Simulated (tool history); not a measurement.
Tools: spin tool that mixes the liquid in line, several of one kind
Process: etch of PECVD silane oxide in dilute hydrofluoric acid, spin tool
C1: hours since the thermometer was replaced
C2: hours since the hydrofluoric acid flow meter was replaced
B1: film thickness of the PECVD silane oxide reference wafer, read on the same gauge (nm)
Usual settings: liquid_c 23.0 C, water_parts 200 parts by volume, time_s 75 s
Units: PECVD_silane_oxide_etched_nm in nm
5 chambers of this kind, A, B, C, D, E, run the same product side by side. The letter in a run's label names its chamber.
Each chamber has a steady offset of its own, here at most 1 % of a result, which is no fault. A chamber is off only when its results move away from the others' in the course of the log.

Run 1B, day 0.208: usual settings; C1 385.2; C2 555.2; B1 130.00. Result: PECVD_silane_oxide_etched_nm 7.5418 nm.
Run 2C, day 0.392: usual settings; C1 152.3; C2 167.5; B1 129.98. Result: PECVD_silane_oxide_etched_nm 7.4907 nm.
Run 3A, day 0.617: usual settings; C1 224.4; C2 1045.0; B1 130.00. Result: PECVD_silane_oxide_etched_nm 7.5226 nm.
Run 4D, day 0.883: usual settings; C1 478.7; C2 320.1; B1 130.03. Result: PECVD_silane_oxide_etched_nm 7.5554 nm.
Run 5E, day 1.042: usual settings; C1 822.0; C2 197.1; B1 130.03. Result: PECVD_silane_oxide_etched_nm 7.4513 nm.
Run 6C, day 1.212: usual settings but liquid_c 25.5 C, water_parts 270 parts by volume; C1 172.0; C2 187.2; B1 130.00. Result: PECVD_silane_oxide_etched_nm 5.5858 nm.
Run 7B, day 1.542: usual settings but liquid_c 25.5 C, water_parts 270 parts by volume; C1 417.2; C2 587.2; B1 129.99. Result: PECVD_silane_oxide_etched_nm 5.6535 nm.
Run 8A, day 1.738: usual settings but liquid_c 25.5 C, water_parts 270 parts by volume; C1 251.3; C2 1071.9; B1 129.99. Result: PECVD_silane_oxide_etched_nm 5.6974 nm.
Run 9D, day 1.988: usual settings but liquid_c 25.5 C, water_parts 270 parts by volume; C1 505.2; C2 346.6; B1 129.99. Result: PECVD_silane_oxide_etched_nm 5.6517 nm.
Run 10E, day 2.304: usual settings but liquid_c 25.5 C, water_parts 270 parts by volume; C1 852.3; C2 227.4; B1 130.01. Result: PECVD_silane_oxide_etched_nm 5.5640 nm.
Run 11D, day 2.638: usual settings; C1 520.8; C2 362.2; B1 130.00. Result: PECVD_silane_oxide_etched_nm 7.5571 nm.
Run 12B, day 2.946: usual settings; C1 450.9; C2 620.9; B1 130.00. Result: PECVD_silane_oxide_etched_nm 7.5002 nm.
Run 13E, day 3.188: usual settings; C1 873.5; C2 248.6; B1 129.98. Result: PECVD_silane_oxide_etched_nm 7.3935 nm.
Run 14A, day 3.408: usual settings; C1 291.4; C2 1112.0; B1 130.00. Result: PECVD_silane_oxide_etched_nm 7.4974 nm.
Run 15C, day 3.746: usual settings; C1 232.8; C2 248.0; B1 130.01. Result: PECVD_silane_oxide_etched_nm 7.4788 nm.
Run 16D, day 4.083: usual settings; C1 555.5; C2 396.9; B1 130.01. Result: PECVD_silane_oxide_etched_nm 7.4277 nm.
Run 17B, day 4.321: usual settings but liquid_c 26.5 C; C1 483.9; C2 653.9; B1 129.99. Result: PECVD_silane_oxide_etched_nm 8.6505 nm.
Run 18A, day 4.675: usual settings but liquid_c 26.5 C; C1 321.8; C2 1142.4; B1 130.00. Result: PECVD_silane_oxide_etched_nm 8.6259 nm.
Run 19C, day 4.929: usual settings but liquid_c 26.5 C; C1 261.2; C2 276.4; B1 129.99. Result: PECVD_silane_oxide_etched_nm 8.4864 nm.
Run 20E, day 5.258: usual settings but liquid_c 26.5 C; C1 923.2; C2 298.3; B1 130.00. Result: PECVD_silane_oxide_etched_nm 8.4309 nm.
Run 21E, day 5.488: usual settings but liquid_c 26.5 C; C1 928.7; C2 303.8; B1 129.98. Result: PECVD_silane_oxide_etched_nm 8.4699 nm.
Run 22D, day 5.771: usual settings; C1 596.0; C2 437.4; B1 129.99. Result: PECVD_silane_oxide_etched_nm 7.4874 nm.
Run 23C, day 6.046: usual settings; C1 288.0; C2 303.2; B1 130.04. Result: PECVD_silane_oxide_etched_nm 7.4116 nm.
Run 24B, day 6.233: usual settings; C1 529.8; C2 699.8; B1 129.99. Result: PECVD_silane_oxide_etched_nm 7.4320 nm.
Run 25A, day 6.450: usual settings; C1 364.4; C2 1185.0; B1 130.01. Result: PECVD_silane_oxide_etched_nm 7.5694 nm.
Run 26D, day 6.817: usual settings; C1 621.1; C2 462.5; B1 129.99. Result: PECVD_silane_oxide_etched_nm 7.5690 nm.
Run 27E, day 7.146: usual settings; C1 968.5; C2 343.6; B1 130.02. Result: PECVD_silane_oxide_etched_nm 7.4123 nm.
Run 28C, day 7.342: usual settings; C1 319.1; C2 334.3; B1 130.00. Result: PECVD_silane_oxide_etched_nm 7.3283 nm.
Run 29B, day 7.542: usual settings; C1 561.2; C2 731.2; B1 130.00. Result: PECVD_silane_oxide_etched_nm 7.4974 nm.
Run 30A, day 7.908: usual settings; C1 399.4; C2 1220.0; B1 130.01. Result: PECVD_silane_oxide_etched_nm 7.6168 nm.
Run 31C, day 8.146: usual settings; C1 338.4; C2 353.6; B1 130.00. Result: PECVD_silane_oxide_etched_nm 7.3521 nm.

Next, every chamber runs the same settings. What will each give?
Run 32A, day 8.408: usual settings. Result: PECVD_silane_oxide_etched_nm ?.
Run 32B, day 8.408: usual settings. Result: PECVD_silane_oxide_etched_nm ?.
Run 32C, day 8.408: usual settings. Result: PECVD_silane_oxide_etched_nm ?.
Run 32D, day 8.408: usual settings. Result: PECVD_silane_oxide_etched_nm ?.
Run 32E, day 8.408: usual settings. Result: PECVD_silane_oxide_etched_nm ?.

run  PECVD_silane_oxide_etched_nm
32A                        7.4637
32B                        7.4919
32C                        7.4372
32D                        7.5915
32E                        7.4858

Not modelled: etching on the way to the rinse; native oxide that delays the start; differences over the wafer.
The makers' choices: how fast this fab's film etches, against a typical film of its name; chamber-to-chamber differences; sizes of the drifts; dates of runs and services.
